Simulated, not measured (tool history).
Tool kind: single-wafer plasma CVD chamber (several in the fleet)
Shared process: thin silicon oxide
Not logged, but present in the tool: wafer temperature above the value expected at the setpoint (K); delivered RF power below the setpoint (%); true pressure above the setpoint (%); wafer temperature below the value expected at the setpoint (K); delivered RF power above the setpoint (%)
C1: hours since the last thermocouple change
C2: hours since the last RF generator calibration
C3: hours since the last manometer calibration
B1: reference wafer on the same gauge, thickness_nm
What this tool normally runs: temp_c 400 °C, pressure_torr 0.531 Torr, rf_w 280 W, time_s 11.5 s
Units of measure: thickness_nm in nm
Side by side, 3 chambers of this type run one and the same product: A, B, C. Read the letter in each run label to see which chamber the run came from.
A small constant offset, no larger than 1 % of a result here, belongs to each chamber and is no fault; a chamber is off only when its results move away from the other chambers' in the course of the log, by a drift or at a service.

{"run": "1C", "day": 0.358, "temp_c": 400, "pressure_torr": 0.531, "rf_w": 280, "time_s": 11.5, "C1": 12.3, "C2": 304.3, "C3": 353.5, "B1": 15.012, "thickness_nm": 13.413}
{"run": "2B", "day": 0.612, "temp_c": 400, "pressure_torr": 0.531, "rf_w": 280, "time_s": 11.5, "C1": 558.6, "C2": 1207.3, "C3": 263.5, "B1": 14.975, "thickness_nm": 13.323}
{"run": "3A", "day": 0.846, "temp_c": 400, "pressure_torr": 0.531, "rf_w": 280, "time_s": 11.5, "C1": 173.5, "C2": 79.8, "C3": 305.2, "B1": 15.001, "thickness_nm": 13.435}
{"run": "4B", "day": 1.267, "temp_c": 400, "pressure_torr": 0.531, "rf_w": 280, "time_s": 11.5, "C1": 574.3, "C2": 1223.0, "C3": 279.2, "B1": 15.0, "thickness_nm": 13.491}
{"run": "5A", "day": 1.646, "temp_c": 387, "pressure_torr": 0.442, "rf_w": 280, "time_s": 11.5, "C1": 192.7, "C2": 99.0, "C3": 324.4, "B1": 15.006, "thickness_nm": 10.862}
{"run": "6C", "day": 1.908, "temp_c": 387, "pressure_torr": 0.442, "rf_w": 280, "time_s": 11.5, "C1": 49.5, "C2": 341.5, "C3": 390.7, "B1": 15.002, "thickness_nm": 10.905}
{"run": "7B", "day": 2.171, "temp_c": 387, "pressure_torr": 0.442, "rf_w": 280, "time_s": 11.5, "C1": 596.0, "C2": 1244.7, "C3": 300.9, "B1": 14.999, "thickness_nm": 10.936}
{"run": "8A", "day": 2.517, "temp_c": 400, "pressure_torr": 0.531, "rf_w": 280, "time_s": 11.5, "C1": 213.6, "C2": 119.9, "C3": 345.3, "B1": 14.982, "thickness_nm": 13.4}
{"run": "9C", "day": 2.725, "temp_c": 400, "pressure_torr": 0.531, "rf_w": 280, "time_s": 11.5, "C1": 69.1, "C2": 361.1, "C3": 410.3, "B1": 14.987, "thickness_nm": 13.239}
{"run": "10B", "day": 3.038, "temp_c": 400, "pressure_torr": 0.531, "rf_w": 280, "time_s": 11.5, "C1": 616.8, "C2": 1265.5, "C3": 321.7, "B1": 15.004, "thickness_nm": 13.371}
{"run": "11C", "day": 3.233, "temp_c": 391, "pressure_torr": 0.531, "rf_w": 280, "time_s": 12.7, "C1": 81.3, "C2": 373.3, "C3": 422.5, "B1": 15.021, "thickness_nm": 14.799}
{"run": "12A", "day": 3.467, "temp_c": 391, "pressure_torr": 0.531, "rf_w": 280, "time_s": 12.7, "C1": 236.4, "C2": 142.7, "C3": 368.1, "B1": 14.989, "thickness_nm": 14.892}
{"run": "13C", "day": 3.721, "temp_c": 391, "pressure_torr": 0.531, "rf_w": 280, "time_s": 12.7, "C1": 93.0, "C2": 385.0, "C3": 434.2, "B1": 15.019, "thickness_nm": 14.823}
{"run": "14A", "day": 4.021, "temp_c": 400, "pressure_torr": 0.531, "rf_w": 280, "time_s": 11.5, "C1": 249.7, "C2": 156.0, "C3": 381.4, "B1": 14.995, "thickness_nm": 13.504}
{"run": "15B", "day": 4.425, "temp_c": 389, "pressure_torr": 0.591, "rf_w": 280, "time_s": 11.5, "C1": 650.1, "C2": 1298.8, "C3": 355.0, "B1": 15.009, "thickness_nm": 15.268}
{"run": "16B", "day": 4.838, "temp_c": 389, "pressure_torr": 0.591, "rf_w": 280, "time_s": 11.5, "C1": 660.0, "C2": 1308.7, "C3": 364.9, "B1": 15.003, "thickness_nm": 15.196}
{"run": "17C", "day": 5.079, "temp_c": 389, "pressure_torr": 0.591, "rf_w": 280, "time_s": 11.5, "C1": 125.6, "C2": 417.6, "C3": 466.8, "B1": 14.984, "thickness_nm": 14.931}
{"run": "18A", "day": 5.517, "temp_c": 400, "pressure_torr": 0.531, "rf_w": 280, "time_s": 11.5, "C1": 285.6, "C2": 191.9, "C3": 417.3, "B1": 15.009, "thickness_nm": 13.391}
{"run": "19B", "day": 5.933, "temp_c": 388, "pressure_torr": 0.531, "rf_w": 280, "time_s": 11.5, "C1": 686.3, "C2": 1335.0, "C3": 391.2, "B1": 14.999, "thickness_nm": 13.482}
{"run": "20C", "day": 6.275, "temp_c": 388, "pressure_torr": 0.531, "rf_w": 280, "time_s": 11.5, "C1": 154.3, "C2": 446.3, "C3": 495.5, "B1": 15.006, "thickness_nm": 13.199}
{"run": "21A", "day": 6.7, "temp_c": 388, "pressure_torr": 0.531, "rf_w": 280, "time_s": 11.5, "C1": 314.0, "C2": 220.3, "C3": 445.7, "B1": 14.987, "thickness_nm": 13.541}
{"run": "22B", "day": 7.038, "temp_c": 400, "pressure_torr": 0.531, "rf_w": 280, "time_s": 11.5, "C1": 712.8, "C2": 1361.5, "C3": 417.7, "B1": 15.01, "thickness_nm": 13.416}
{"run": "23C", "day": 7.396, "temp_c": 400, "pressure_torr": 0.531, "rf_w": 280, "time_s": 11.5, "C1": 181.2, "C2": 473.2, "C3": 522.4, "B1": 15.006, "thickness_nm": 13.077}
{"run": "24A", "day": 7.804, "temp_c": 400, "pressure_torr": 0.531, "rf_w": 280, "time_s": 11.5, "C1": 340.5, "C2": 246.8, "C3": 472.2, "B1": 14.992, "thickness_nm": 13.407}
{"run": "25C", "day": 8.058, "temp_c": 400, "pressure_torr": 0.531, "rf_w": 280, "time_s": 11.5, "C1": 197.1, "C2": 489.1, "C3": 538.3, "B1": 15.023, "thickness_nm": 12.982}
{"run": "26B", "day": 8.275, "temp_c": 400, "pressure_torr": 0.531, "rf_w": 280, "time_s": 11.5, "C1": 742.5, "C2": 1391.2, "C3": 447.4, "B1": 14.995, "thickness_nm": 13.499}
{"run": "27A", "day": 8.592, "temp_c": 400, "pressure_torr": 0.531, "rf_w": 280, "time_s": 11.5, "C1": 359.4, "C2": 265.7, "C3": 491.1, "B1": 14.991, "thickness_nm": 13.287}
{"run": "28B", "day": 8.875, "temp_c": 400, "pressure_torr": 0.531, "rf_w": 280, "time_s": 11.5, "C1": 756.9, "C2": 1405.6, "C3": 461.8, "B1": 15.004, "thickness_nm": 13.517}
{"run": "29C", "day": 9.129, "temp_c": 395, "pressure_torr": 0.531, "rf_w": 280, "time_s": 11.5, "C1": 222.8, "C2": 514.8, "C3": 564.0, "B1": 15.011, "thickness_nm": 12.993}
{"run": "30A", "day": 9.362, "temp_c": 395, "pressure_torr": 0.531, "rf_w": 280, "time_s": 11.5, "C1": 377.9, "C2": 284.2, "C3": 509.6, "B1": 14.995, "thickness_nm": 13.334}
{"run": "31C", "day": 9.646, "temp_c": 395, "pressure_torr": 0.531, "rf_w": 280, "time_s": 11.5, "C1": 235.2, "C2": 527.2, "C3": 576.4, "B1": 14.993, "thickness_nm": 12.875}

What goes on in this fleet: one chamber off, a drifting gauge, or nothing beyond the chambers' own small offsets? Name the chamber and the cause, if any.

It is chamber C that slowly wanders off from its peers.
Most likely cause: delivered RF power below the setpoint (%) = 6.19.
With only this log, it may be confused with: true pressure below the setpoint (%).

Here are 4 candidates for chamber C's next run, each the usual settings with a change, their results left as question marks. Which one brings its results back in line with what the others give on the usual settings?
Counts as in line when no further than this from what the other chambers average on the usual settings: thickness_nm 0.230 nm
{"run": "32C-1", "day": 9.967, "temp_c": 400, "pressure_torr": 0.551, "rf_w": 285, "time_s": 11.7, "thickness_nm": "?"}
{"run": "32C-2", "day": 9.967, "temp_c": 400, "pressure_torr": 0.521, "rf_w": 280, "time_s": 11.4, "thickness_nm": "?"}
{"run": "32C-3", "day": 9.967, "temp_c": 400, "pressure_torr": 0.511, "rf_w": 280, "time_s": 11.3, "thickness_nm": "?"}
{"run": "32C-4", "day": 9.967, "temp_c": 400, "pressure_torr": 0.531, "rf_w": 300, "time_s": 11.5, "thickness_nm": "?"}

The mean the other chambers reach with the usual settings: thickness_nm 13.381 nm
run=32C-1 thickness_nm=13.792
run=32C-2 thickness_nm=12.521
run=32C-3 thickness_nm=12.143
run=32C-4 thickness_nm=13.292
With 32C-4, the chamber falls back in line with the rest.
